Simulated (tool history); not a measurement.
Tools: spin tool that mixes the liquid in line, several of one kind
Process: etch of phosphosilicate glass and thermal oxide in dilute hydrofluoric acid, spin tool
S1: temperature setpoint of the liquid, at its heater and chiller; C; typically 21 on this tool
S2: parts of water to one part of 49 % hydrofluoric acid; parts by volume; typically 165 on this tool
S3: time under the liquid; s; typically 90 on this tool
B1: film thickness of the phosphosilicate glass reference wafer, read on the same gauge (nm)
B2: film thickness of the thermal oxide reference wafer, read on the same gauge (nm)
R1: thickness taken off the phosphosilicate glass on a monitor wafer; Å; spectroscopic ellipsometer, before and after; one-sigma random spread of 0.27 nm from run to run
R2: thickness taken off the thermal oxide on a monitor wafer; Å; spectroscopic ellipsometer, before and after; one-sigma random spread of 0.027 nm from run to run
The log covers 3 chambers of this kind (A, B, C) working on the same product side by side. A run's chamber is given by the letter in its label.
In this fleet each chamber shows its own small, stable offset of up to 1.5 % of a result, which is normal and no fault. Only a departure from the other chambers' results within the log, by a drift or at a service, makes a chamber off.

run 1B hour=3.1 | S1=21 S2=165 S3=90 | B1=79.989 B2=129.97 | R1=276.33 R2=21.567
run 2C hour=8.1 | S1=21 S2=165 S3=90 | B1=79.997 B2=129.98 | R1=279.73 R2=22.44
run 3A hour=10.7 | S1=21 S2=165 S3=90 | B1=80.004 B2=130 | R1=275.9 R2=21.331
run 4A hour=14.9 | S1=21 S2=165 S3=90 | B1=80.007 B2=129.99 | R1=277.1 R2=21.753
run 5B hour=19.4 | S1=21 S2=165 S3=90 | B1=79.997 B2=129.97 | R1=274.86 R2=21.437
run 6C hour=21.7 | S1=21 S2=165 S3=90 | B1=80.019 B2=130.04 | R1=277.93 R2=22.036
run 7B hour=25.7 | S1=21 S2=165 S3=90 | B1=80.02 B2=130.01 | R1=278.78 R2=21.577
run 8C hour=28.9 | S1=21 S2=165 S3=90 | B1=79.991 B2=130.01 | R1=275.79 R2=22.061
run 9A hour=32.6 | S1=21 S2=165 S3=90 | B1=79.97 B2=129.99 | R1=280.4 R2=22.309
run 10A hour=37.6 | S1=21 S2=165 S3=90 | B1=79.997 B2=129.98 | R1=280.13 R2=22.4
run 11B hour=42.7 | S1=21 S2=165 S3=90 | B1=80.012 B2=129.99 | R1=275.59 R2=22.153
run 12C hour=47.9 | S1=21 S2=165 S3=90 | B1=80.022 B2=130 | R1=272.43 R2=22.029
run 13B hour=50.4 | S1=21 S2=140 S3=90 | B1=79.996 B2=129.98 | R1=328.3 R2=25.902
run 14C hour=53.1 | S1=21 S2=140 S3=90 | B1=79.982 B2=130 | R1=335.77 R2=27.194
run 15A hour=57.6 | S1=21 S2=140 S3=90 | B1=80.009 B2=129.99 | R1=346.01 R2=27.622
run 16C hour=62.1 | S1=17 S2=165 S3=140 | B1=79.978 B2=130.01 | R1=363.55 R2=29.119
-- hour=63.3 chamber B: hydrofluoric acid flow meter replaced
run 17B hour=65 | S1=17 S2=165 S3=140 | B1=79.99 B2=129.97 | R1=363.84 R2=28.719
run 18A hour=67.6 | S1=17 S2=165 S3=140 | B1=79.998 B2=130.04 | R1=389.42 R2=30.346
run 19C hour=70.7 | S1=21 S2=165 S3=90 | B1=79.988 B2=130 | R1=279.58 R2=22.313
run 20B hour=74 | S1=21 S2=165 S3=90 | B1=79.987 B2=130.01 | R1=276.11 R2=21.62
run 21A hour=77.4 | S1=21 S2=165 S3=90 | B1=80.019 B2=130.01 | R1=301.31 R2=23.467
run 22C hour=80.7 | S1=21 S2=165 S3=90 | B1=80 B2=130.02 | R1=273.23 R2=21.995
run 23B hour=83.8 | S1=21 S2=165 S3=140 | B1=79.999 B2=129.98 | R1=440.39 R2=34.091
run 24A hour=89 | S1=21 S2=165 S3=140 | B1=80.036 B2=130.01 | R1=468.13 R2=36.78
run 25C hour=93.9 | S1=21 S2=165 S3=140 | B1=79.987 B2=130 | R1=426.7 R2=33.902

Each of the 3 chambers runs these same settings next. Fill in every chamber's results:
run 26A hour=97.6 | S1=21 S2=165 S3=90 | R1=? R2=?
run 26B hour=97.6 | S1=21 S2=165 S3=90 | R1=? R2=?
run 26C hour=97.6 | S1=21 S2=165 S3=90 | R1=? R2=?

run=26A R1=302.28 R2=23.749
run=26B R1=277.05 R2=22.364
run=26C R1=275.7 R2=22.423

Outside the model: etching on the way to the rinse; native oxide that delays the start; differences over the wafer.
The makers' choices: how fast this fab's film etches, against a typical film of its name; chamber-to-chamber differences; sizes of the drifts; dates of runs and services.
